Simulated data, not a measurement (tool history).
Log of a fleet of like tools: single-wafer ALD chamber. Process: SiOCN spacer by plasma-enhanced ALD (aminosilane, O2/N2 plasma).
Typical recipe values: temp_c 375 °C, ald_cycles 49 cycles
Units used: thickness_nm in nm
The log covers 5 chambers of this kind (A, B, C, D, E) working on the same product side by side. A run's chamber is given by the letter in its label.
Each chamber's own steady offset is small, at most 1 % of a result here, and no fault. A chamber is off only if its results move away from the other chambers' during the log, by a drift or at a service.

run   hour  temp_c  ald_cycles  hours since the last thermocouple change  read-back reference wafer on the same gauge, thickness_nm  thickness_nm
 1D    6.6     375          49                                    1180.6                                                     2.7081        2.9657
 2A   10.2     375          49                                     481.6                                                     2.7093        2.9584
 3B   15.4     375          49                                     392.7                                                     2.7082        2.9710
 4C   20.3     375          49                                    2083.9                                                     2.7095        2.9856
 5E   23.3     375          49                                    1661.2                                                     2.7087        2.9418
 6C   28.8     375          49                                    2092.4                                                     2.7078        2.9851
 7A   34.7     375          49                                     506.1                                                     2.7070        2.9623
 8D   39.1     375          49                                    1213.1                                                     2.7063        2.9667
 9B   43.5     375          49                                     420.8                                                     2.7059        2.9696
10E   48.8     375          49                                    1686.7                                                     2.7066        2.9516
11E   54.3     375          49                                    1692.2                                                     2.7044        2.9440
12B   60.3     375          49                                     437.6                                                     2.7042        2.9657
13C   63.7     375          49                                    2127.3                                                     2.7049        2.9798
14D   67.4     375          49                                    1241.4                                                     2.7040        2.9606
15A   72.1     375          49                                     543.5                                                     2.7032        2.9540
16A   75.2     375          49                                     546.6                                                     2.7033        2.9521
17D   78.2     375          49                                    1252.2                                                     2.7020        2.9528
18E   82.2     375          49                                    1720.1                                                     2.7032        2.9436
      82.4  -- chamber E: thermocouple changed; heater temperature recalibrated
19B   87.7     375          49                                     465.0                                                     2.7020        2.9655
20C   94.0     375          49                                    2157.6                                                     2.6999        2.9748
21E   98.4     375          49                                      16.0                                                     2.7002        2.9342
22B  104.3     375          49                                     481.6                                                     2.7006        2.9702
23C  110.9     375          49                                    2174.5                                                     2.7007        2.9773
24A  116.5     375          49                                     587.9                                                     2.7003        2.9431
25D  119.6     375          49                                    1293.6                                                     2.6992        2.9528
26D  125.5     375          49                                    1299.5                                                     2.6985        2.9546
27E  129.6     375          49                                      47.2                                                     2.6988        2.9435
28B  134.7     375          49                                     512.0                                                     2.6974        2.9641
29C  137.8     375          49                                    2201.4                                                     2.6972        2.9818
30A  143.6     375          49                                     615.0                                                     2.6972        2.9437
31B  148.6     375          49                                     525.9                                                     2.6957        2.9618
32C  151.8     375          49                                    2215.4                                                     2.6962        2.9672
33D  155.7     375          49                                    1329.7                                                     2.6967        2.9531
34E  159.4     375          49                                      77.0                                                     2.6951        2.9345
35A  165.8     375          49                                     637.2                                                     2.6951        2.9438
36C  169.4     375          49                                    2233.0                                                     2.6950        2.9728
37B  174.6     375          49                                     551.9                                                     2.6940        2.9525
38A  177.9     363          52                                     649.3                                                     2.6939        3.1274
39E  183.6     363          52                                     101.2                                                     2.6937        3.1078

Decide between three cases: one chamber stands off from its peers, the gauge reading all wafers drifts, or nothing is wrong past each chamber's small offset. Where a chamber is off, say which and what most likely put it there.

No chamber is off; the gauge reading every chamber's wafers drifts, which makes the whole fleet appear to move together.
What lies behind it: gauge reads low (%) = 0.626.
